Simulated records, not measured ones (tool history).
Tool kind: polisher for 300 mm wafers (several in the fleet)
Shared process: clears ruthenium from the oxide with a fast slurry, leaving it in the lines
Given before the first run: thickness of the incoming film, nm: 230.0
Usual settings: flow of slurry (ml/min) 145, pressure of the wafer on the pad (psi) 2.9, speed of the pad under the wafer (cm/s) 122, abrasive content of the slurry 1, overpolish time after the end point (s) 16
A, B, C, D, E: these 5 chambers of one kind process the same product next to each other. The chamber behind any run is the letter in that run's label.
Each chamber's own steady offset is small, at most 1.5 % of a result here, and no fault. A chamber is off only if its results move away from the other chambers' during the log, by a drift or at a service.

run    day  flow of slurry (ml/min)  pressure of the wafer on the pad (psi)  speed of the pad under the wafer (cm/s)  abrasive content of the slurry  overpolish time after the end point (s)  wafers polished on this pad  hours since the slurry nozzle was cleaned  hours since the head pressure was calibrated  hours since the slurry blender was calibrated  time until the end point was called (s)  dishing of a wide line in a test structure (nm)
 1B  0.192                      145                                     2.9                                      122                               1                                       16                          190                                       86.6                                         643.4                                           16.4                                   49.677                                           58.117
     0.258  -- chamber A: worn pad replaced by a new one
 2D  0.388                      145                                     2.9                                      122                               1                                       16                          737                                      261.9                                         281.4                                          211.5                                   50.434                                           56.888
 3E  0.625                      145                                     2.9                                      122                               1                                       16                          514                                      313.4                                         176.1                                          417.6                                   50.619                                           58.289
     0.779  -- chamber D: slurry nozzle cleaned
 4C  0.783                      145                                     2.9                                      122                               1                                       16                          546                                       87.1                                         515.7                                          137.2                                   50.322                                           57.489
 5A  0.988                      145                                     2.9                                      122                               1                                       16                          235                                      265.8                                         377.2                                             80                                   49.438                                           60.451
     1.025  -- chamber C: head pressure recalibrated
 6E  1.117                      145                                     2.9                                       84                             1.1                                       16                          672                                      325.2                                         187.9                                          429.4                                   69.766                                           42.205
 7A  1.262                      145                                     2.9                                       84                             1.1                                       16                          324                                      272.4                                         383.8                                           86.6                                   70.326                                           43.191
 8D  1.488                      145                                     2.9                                       84                             1.1                                       16                         1091                                         17                                         307.8                                          237.9                                   69.349                                           42.974
 9C    1.7                      145                                     2.9                                       84                             1.1                                       16                          841                                      109.1                                          16.3                                          159.2                                   70.254                                           43.829
     1.758  -- chamber D: worn pad replaced by a new one
10B  1.888                      145                                     2.9                                       84                             1.1                                       16                          736                                      127.3                                         684.1                                           57.1                                   69.829                                            43.46
11C  2.054                      145                                     2.9                                      122                               1                                       16                          955                                      117.6                                          24.8                                          167.7                                   49.863                                           58.007
12B  2.271                      145                                     2.9                                      122                               1                                       16                          860                                      136.5                                         693.3                                           66.3                                   50.535                                           58.441
     2.354  -- chamber A: slurry nozzle cleaned
13E  2.525                      145                                     2.9                                      122                               1                                       16                         1126                                        359                                         221.7                                          463.2                                   50.117                                           58.253
     2.608  -- chamber A: worn pad replaced by a new one
14A  2.721                      145                                     2.9                                      122                               1                                       16                           37                                        8.8                                         418.8                                          121.6                                   49.548                                           57.194
       2.8  -- chamber B: worn pad replaced by a new one
15D  2.946                      145                                     2.9                                      122                               1                                       16                          382                                         52                                         342.8                                          272.9                                   49.971                                            56.72
16D  3.112                      145                                     2.9                                      122                               1                                       16                          436                                         56                                         346.8                                          276.9                                   50.072                                           56.345
17A  3.279                      145                                     2.9                                      122                               1                                       16                          217                                       22.2                                         432.2                                            135                                   49.493                                           58.228
18B  3.467                      145                                     2.9                                      122                               1                                       16                          215                                      165.2                                           722                                             95                                   49.836                                            54.65
     3.546  -- chamber E: slurry nozzle cleaned
19E  3.683                      145                                     2.9                                      122                               1                                       16                         1499                                        3.4                                         249.5                                            491                                   49.877                                           56.938
     3.792  -- chamber E: worn pad replaced by a new one
20C  3.842                      145                                     2.9                                      122                               1                                       16                         1531                                      160.5                                          67.7                                          210.6                                   51.042                                            56.78
     3.858  -- chamber E: slurry blender recalibrated
21D   4.05                      145                                     2.9                                      122                               1                                       16                          738                                       78.5                                         369.3                                          299.4                                   50.283                                           57.134
22E  4.192                      145                                     2.9                                      122                               1                                       16                          129                                       15.6                                         261.7                                            8.1                                   49.597                                           57.687
     4.292  -- chamber C: slurry blender recalibrated
23A  4.354                      145                                     2.9                                      122                               1                                       16                          563                                         48                                           458                                          160.8                                   49.642                                           60.128
24C  4.575                      145                                     2.9                                      122                               1                                       16                         1767                                      178.1                                          85.3                                            6.9                                   52.041                                           56.614
25B  4.796                      145                                     2.9                                      136                               1                                       19                          643                                      197.1                                         753.9                                          126.9                                   44.461                                           71.895
     4.896  -- chamber A: worn pad replaced by a new one
26B  4.917                      145                                     2.9                                      136                               1                                       19                          682                                        200                                         756.8                                          129.8                                   45.708                                           72.605
27E  5.112                      145                                     2.9                                      136                               1                                       19                          425                                       37.7                                         283.8                                           30.2                                   45.077                                           69.631
28A  5.333                      145                                     2.9                                      136                               1                                       19                          141                                       71.5                                         481.5                                          184.3                                   44.393                                           74.145
29D  5.446                      145                                     2.9                                      136                               1                                       19                         1187                                        112                                         402.8                                          332.9                                     45.8                                           71.426
30C  5.633                      145                                     2.9                                      122                               1                                       16                         2108                                      203.5                                         110.7                                           32.3                                   53.778                                           53.722
     5.775  -- chamber B: head pressure recalibrated
     5.783  -- chamber B: worn pad replaced by a new one
31B  5.808                      145                                     2.9                                      122                               1                                       16                            8                                      221.4                                           0.9                                          151.2                                   51.297                                           58.703
     5.842  -- chamber D: slurry blender recalibrated
32A      6                      115                                     2.9                                      122                               1                                       22                          356                                       87.5                                         497.5                                          200.3                                   51.878                                           74.641
33D  6.242                      115                                     2.9                                      122                               1                                       22                         1443                                      131.1                                         421.9                                            9.6                                   51.898                                           72.077
       6.4  -- chamber D: worn pad replaced by a new one
34E  6.458                      115                                     2.9                                      122                               1                                       22                          858                                         70                                         316.1                                           62.5                                   52.821                                             72.9
35C  6.617                      115                                     2.9                                      122                               1                                       22                         2424                                      227.1                                         134.3                                           55.9                                   56.137                                           67.811
36D  6.842                      115                                     2.9                                      122                               1                                       22                          143                                      145.5                                         436.3                                             24                                   53.128                                           73.944

Predict what each chamber gives when all 5 of them run the settings below next.
37A  7.029                      145                                     2.9                                      122                               1                                       16                                                                                                                                                                                                             ?                                                ?
37B  7.029                      145                                     2.9                                      122                               1                                       16                                                                                                                                                                                                             ?                                                ?
37C  7.029                      145                                     2.9                                      122                               1                                       16                                                                                                                                                                                                             ?                                                ?
37D  7.029                      145                                     2.9                                      122                               1                                       16                                                                                                                                                                                                             ?                                                ?
37E  7.029                      145                                     2.9                                      122                               1                                       16                                                                                                                                                                                                             ?                                                ?

run  time until the end point was called (s)  dishing of a wide line in a test structure (nm)
37A                                   49.897                                           58.112
37B                                    50.39                                           59.355
37C                                   54.741                                            51.98
37D                                   50.432                                           57.614
37E                                   50.812                                           54.934

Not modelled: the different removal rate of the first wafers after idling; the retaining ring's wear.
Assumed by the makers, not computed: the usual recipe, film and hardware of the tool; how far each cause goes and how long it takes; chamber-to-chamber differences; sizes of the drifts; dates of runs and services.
